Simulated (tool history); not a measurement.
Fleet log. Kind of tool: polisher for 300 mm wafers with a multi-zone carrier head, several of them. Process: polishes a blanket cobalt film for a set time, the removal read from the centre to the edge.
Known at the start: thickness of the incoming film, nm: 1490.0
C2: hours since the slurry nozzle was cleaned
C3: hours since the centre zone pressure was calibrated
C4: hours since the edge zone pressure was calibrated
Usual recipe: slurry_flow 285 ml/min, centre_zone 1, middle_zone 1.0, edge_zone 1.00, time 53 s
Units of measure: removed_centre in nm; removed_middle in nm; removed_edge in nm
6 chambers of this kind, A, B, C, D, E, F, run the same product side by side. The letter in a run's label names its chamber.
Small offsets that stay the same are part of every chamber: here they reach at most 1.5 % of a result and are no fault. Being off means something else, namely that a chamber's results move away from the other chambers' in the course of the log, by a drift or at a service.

-- hour=1.8 chamber C: edge zone pressure recalibrated
-- hour=9.8 chamber F: worn pad replaced by a new one
run 1B hour=11.4 | slurry_flow=285 centre_zone=1 middle_zone=1.0 edge_zone=1.00 time=53 | wafers_polished_on_this_pad=1056 C2=188.5 C3=561.7 C4=405.0 | removed_centre=115.91 removed_middle=117.90 removed_edge=119.22
run 2D hour=23.7 | slurry_flow=285 centre_zone=1 middle_zone=1.0 edge_zone=1.00 time=53 | wafers_polished_on_this_pad=379 C2=74.0 C3=291.6 C4=647.6 | removed_centre=116.57 removed_middle=117.46 removed_edge=118.09
-- hour=25.0 chamber B: slurry nozzle cleaned
run 3E hour=32.2 | slurry_flow=285 centre_zone=1 middle_zone=1.0 edge_zone=1.00 time=53 | wafers_polished_on_this_pad=665 C2=217.5 C3=876.7 C4=381.0 | removed_centre=119.75 removed_middle=117.48 removed_edge=116.78
-- hour=34.2 chamber F: slurry nozzle cleaned
run 4C hour=39.0 | slurry_flow=285 centre_zone=1 middle_zone=1.0 edge_zone=1.00 time=53 | wafers_polished_on_this_pad=1053 C2=335.1 C3=988.8 C4=37.3 | removed_centre=119.01 removed_middle=116.52 removed_edge=118.66
-- hour=50.0 chamber B: worn pad replaced by a new one
run 5A hour=50.6 | slurry_flow=285 centre_zone=1 middle_zone=1.0 edge_zone=1.00 time=53 | wafers_polished_on_this_pad=447 C2=211.1 C3=478.3 C4=1198.4 | removed_centre=116.96 removed_middle=120.16 removed_edge=117.28
run 6F hour=58.1 | slurry_flow=285 centre_zone=1 middle_zone=1.0 edge_zone=1.00 time=53 | wafers_polished_on_this_pad=423 C2=23.9 C3=482.0 C4=960.8 | removed_centre=117.92 removed_middle=119.48 removed_edge=118.12
-- hour=59.8 chamber C: slurry nozzle cleaned
run 7C hour=63.9 | slurry_flow=285 centre_zone=1 middle_zone=1.0 edge_zone=1.06 time=68 | wafers_polished_on_this_pad=1271 C2=4.2 C3=1013.7 C4=62.2 | removed_centre=153.05 removed_middle=150.24 removed_edge=155.73
-- hour=64.6 chamber A: worn pad replaced by a new one
run 8F hour=72.1 | slurry_flow=285 centre_zone=1 middle_zone=1.0 edge_zone=1.06 time=68 | wafers_polished_on_this_pad=545 C2=37.9 C3=496.0 C4=974.8 | removed_centre=150.14 removed_middle=150.14 removed_edge=154.49
-- hour=79.2 chamber F: worn pad replaced by a new one
-- hour=80.6 chamber B: centre zone pressure recalibrated
run 9D hour=80.9 | slurry_flow=285 centre_zone=1 middle_zone=1.0 edge_zone=1.06 time=68 | wafers_polished_on_this_pad=879 C2=131.2 C3=348.8 C4=704.8 | removed_centre=150.39 removed_middle=151.61 removed_edge=155.35
-- hour=84.4 chamber A: edge zone pressure recalibrated
run 10B hour=87.7 | slurry_flow=285 centre_zone=1 middle_zone=1.0 edge_zone=1.06 time=68 | wafers_polished_on_this_pad=330 C2=62.8 C3=7.1 C4=481.3 | removed_centre=149.54 removed_middle=153.40 removed_edge=158.83
-- hour=88.2 chamber F: centre zone pressure recalibrated
-- hour=96.4 chamber E: worn pad replaced by a new one
-- hour=97.0 chamber A: centre zone pressure recalibrated
-- hour=98.3 chamber C: worn pad replaced by a new one
run 11E hour=100.4 | slurry_flow=285 centre_zone=1 middle_zone=1.0 edge_zone=1.06 time=68 | wafers_polished_on_this_pad=35 C2=285.7 C3=944.9 C4=449.2 | removed_centre=155.26 removed_middle=148.49 removed_edge=155.87
run 12A hour=108.9 | slurry_flow=285 centre_zone=1 middle_zone=1.0 edge_zone=1.06 time=68 | wafers_polished_on_this_pad=388 C2=269.4 C3=12.0 C4=24.5 | removed_centre=152.95 removed_middle=152.68 removed_edge=155.63
run 13E hour=118.4 | slurry_flow=285 centre_zone=1 middle_zone=1.0 edge_zone=1.00 time=53 | wafers_polished_on_this_pad=193 C2=303.7 C3=962.9 C4=467.2 | removed_centre=118.72 removed_middle=116.26 removed_edge=115.75
-- hour=125.7 chamber D: worn pad replaced by a new one
run 14D hour=128.4 | slurry_flow=285 centre_zone=1 middle_zone=1.0 edge_zone=1.00 time=53 | wafers_polished_on_this_pad=24 C2=178.7 C3=396.3 C4=752.3 | removed_centre=117.58 removed_middle=119.48 removed_edge=115.89
-- hour=134.0 chamber A: worn pad replaced by a new one
run 15C hour=138.1 | slurry_flow=205 centre_zone=1 middle_zone=1.0 edge_zone=1.04 time=53 | wafers_polished_on_this_pad=348 C2=78.4 C3=1087.9 C4=136.4 | removed_centre=114.29 removed_middle=111.87 removed_edge=118.33
run 16F hour=144.3 | slurry_flow=205 centre_zone=1 middle_zone=1.0 edge_zone=1.04 time=53 | wafers_polished_on_this_pad=569 C2=110.1 C3=56.1 C4=1047.0 | removed_centre=114.68 removed_middle=116.23 removed_edge=116.68
-- hour=151.7 chamber F: worn pad replaced by a new one
run 17B hour=152.7 | slurry_flow=205 centre_zone=1 middle_zone=1.0 edge_zone=1.04 time=53 | wafers_polished_on_this_pad=899 C2=127.8 C3=72.1 C4=546.3 | removed_centre=110.97 removed_middle=110.88 removed_edge=116.52
run 18A hour=163.4 | slurry_flow=205 centre_zone=1 middle_zone=1.0 edge_zone=1.04 time=53 | wafers_polished_on_this_pad=257 C2=323.9 C3=66.5 C4=79.0 | removed_centre=112.39 removed_middle=115.65 removed_edge=115.01
run 19B hour=172.4 | slurry_flow=205 centre_zone=1 middle_zone=1.0 edge_zone=1.04 time=53 | wafers_polished_on_this_pad=1071 C2=147.5 C3=91.8 C4=566.0 | removed_centre=111.63 removed_middle=114.42 removed_edge=114.46
-- hour=174.8 chamber E: centre zone pressure recalibrated
run 20D hour=184.2 | slurry_flow=205 centre_zone=1 middle_zone=1.0 edge_zone=1.04 time=53 | wafers_polished_on_this_pad=512 C2=234.5 C3=452.1 C4=808.1 | removed_centre=111.87 removed_middle=112.91 removed_edge=116.31
run 21C hour=190.2 | slurry_flow=285 centre_zone=1 middle_zone=1.0 edge_zone=1.00 time=53 | wafers_polished_on_this_pad=804 C2=130.5 C3=1140.0 C4=188.5 | removed_centre=118.60 removed_middle=116.40 removed_edge=118.96
-- hour=199.8 chamber A: worn pad replaced by a new one
run 22F hour=202.9 | slurry_flow=285 centre_zone=1 middle_zone=1.0 edge_zone=1.00 time=53 | wafers_polished_on_this_pad=448 C2=168.7 C3=114.7 C4=1105.6 | removed_centre=118.50 removed_middle=117.54 removed_edge=120.93
-- hour=205.1 chamber D: slurry nozzle cleaned
-- hour=205.4 chamber B: worn pad replaced by a new one
run 23E hour=210.8 | slurry_flow=285 centre_zone=1 middle_zone=1.0 edge_zone=1.00 time=53 | wafers_polished_on_this_pad=1001 C2=396.1 C3=36.0 C4=559.6 | removed_centre=118.75 removed_middle=116.59 removed_edge=118.46
-- hour=212.4 chamber E: worn pad replaced by a new one
run 24A hour=218.0 | slurry_flow=285 centre_zone=1 middle_zone=1.0 edge_zone=1.00 time=53 | wafers_polished_on_this_pad=159 C2=378.5 C3=121.1 C4=133.6 | removed_centre=118.36 removed_middle=116.48 removed_edge=118.84
run 25E hour=227.5 | slurry_flow=285 centre_zone=1 middle_zone=0.9 edge_zone=1.00 time=64 | wafers_polished_on_this_pad=132 C2=412.8 C3=52.7 C4=576.3 | removed_centre=143.10 removed_middle=128.49 removed_edge=142.21
-- hour=229.0 chamber F: worn pad replaced by a new one
run 26F hour=239.7 | slurry_flow=285 centre_zone=1 middle_zone=0.9 edge_zone=1.00 time=64 | wafers_polished_on_this_pad=94 C2=205.5 C3=151.5 C4=1142.4 | removed_centre=143.08 removed_middle=130.65 removed_edge=144.52
-- hour=246.7 chamber C: centre zone pressure recalibrated
-- hour=249.0 chamber C: worn pad replaced by a new one
run 27B hour=250.6 | slurry_flow=285 centre_zone=1 middle_zone=0.9 edge_zone=1.00 time=64 | wafers_polished_on_this_pad=395 C2=225.7 C3=170.0 C4=644.2 | removed_centre=141.45 removed_middle=129.21 removed_edge=142.33
run 28C hour=256.3 | slurry_flow=285 centre_zone=1 middle_zone=0.9 edge_zone=1.00 time=64 | wafers_polished_on_this_pad=64 C2=196.6 C3=9.7 C4=254.6 | removed_centre=144.28 removed_middle=126.07 removed_edge=143.03
-- hour=262.9 chamber B: edge zone pressure recalibrated
-- hour=264.0 chamber B: slurry nozzle cleaned
run 29A hour=269.0 | slurry_flow=285 centre_zone=1 middle_zone=0.9 edge_zone=1.00 time=64 | wafers_polished_on_this_pad=605 C2=429.5 C3=172.1 C4=184.6 | removed_centre=142.95 removed_middle=130.21 removed_edge=142.59
run 30D hour=280.5 | slurry_flow=285 centre_zone=1 middle_zone=0.9 edge_zone=1.00 time=64 | wafers_polished_on_this_pad=1355 C2=75.5 C3=548.4 C4=904.4 | removed_centre=142.54 removed_middle=129.12 removed_edge=142.76
-- hour=284.6 chamber A: worn pad replaced by a new one
run 31B hour=286.5 | slurry_flow=285 centre_zone=1 middle_zone=1.0 edge_zone=1.00 time=53 | wafers_polished_on_this_pad=709 C2=22.5 C3=205.9 C4=23.6 | removed_centre=115.33 removed_middle=118.88 removed_edge=118.80
-- hour=294.5 chamber D: worn pad replaced by a new one
-- hour=296.3 chamber F: worn pad replaced by a new one
run 32E hour=298.0 | slurry_flow=285 centre_zone=1 middle_zone=1.0 edge_zone=1.00 time=53 | wafers_polished_on_this_pad=749 C2=483.3 C3=123.2 C4=646.8 | removed_centre=117.78 removed_middle=115.01 removed_edge=116.95
run 33D hour=309.4 | slurry_flow=285 centre_zone=1 middle_zone=1.0 edge_zone=1.00 time=53 | wafers_polished_on_this_pad=131 C2=104.4 C3=577.3 C4=933.3 | removed_centre=118.81 removed_middle=115.01 removed_edge=116.65
run 34C hour=319.9 | slurry_flow=285 centre_zone=1 middle_zone=1.0 edge_zone=1.00 time=53 | wafers_polished_on_this_pad=620 C2=260.2 C3=73.3 C4=318.2 | removed_centre=119.32 removed_middle=116.71 removed_edge=116.58
run 35F hour=325.8 | slurry_flow=285 centre_zone=1 middle_zone=1.0 edge_zone=1.00 time=53 | wafers_polished_on_this_pad=258 C2=291.6 C3=237.6 C4=1228.5 | removed_centre=117.85 removed_middle=117.93 removed_edge=118.84
run 36A hour=332.1 | slurry_flow=360 centre_zone=1 middle_zone=1.0 edge_zone=1.09 time=53 | wafers_polished_on_this_pad=415 C2=492.6 C3=235.2 C4=247.7 | removed_centre=121.93 removed_middle=120.01 removed_edge=129.15
run 37C hour=342.4 | slurry_flow=360 centre_zone=1 middle_zone=1.0 edge_zone=1.09 time=53 | wafers_polished_on_this_pad=817 C2=282.7 C3=95.8 C4=340.7 | removed_centre=122.20 removed_middle=119.95 removed_edge=123.54
run 38B hour=351.3 | slurry_flow=360 centre_zone=1 middle_zone=1.0 edge_zone=1.09 time=53 | wafers_polished_on_this_pad=1276 C2=87.3 C3=270.7 C4=88.4 | removed_centre=120.33 removed_middle=119.33 removed_edge=128.05

Decide between three cases: one chamber stands off from its peers, the gauge reading all wafers drifts, or nothing is wrong past each chamber's small offset. Where a chamber is off, say which and what most likely put it there.

Nothing is wrong: each chamber keeps only its own small, steady offset and the gauge holds still.

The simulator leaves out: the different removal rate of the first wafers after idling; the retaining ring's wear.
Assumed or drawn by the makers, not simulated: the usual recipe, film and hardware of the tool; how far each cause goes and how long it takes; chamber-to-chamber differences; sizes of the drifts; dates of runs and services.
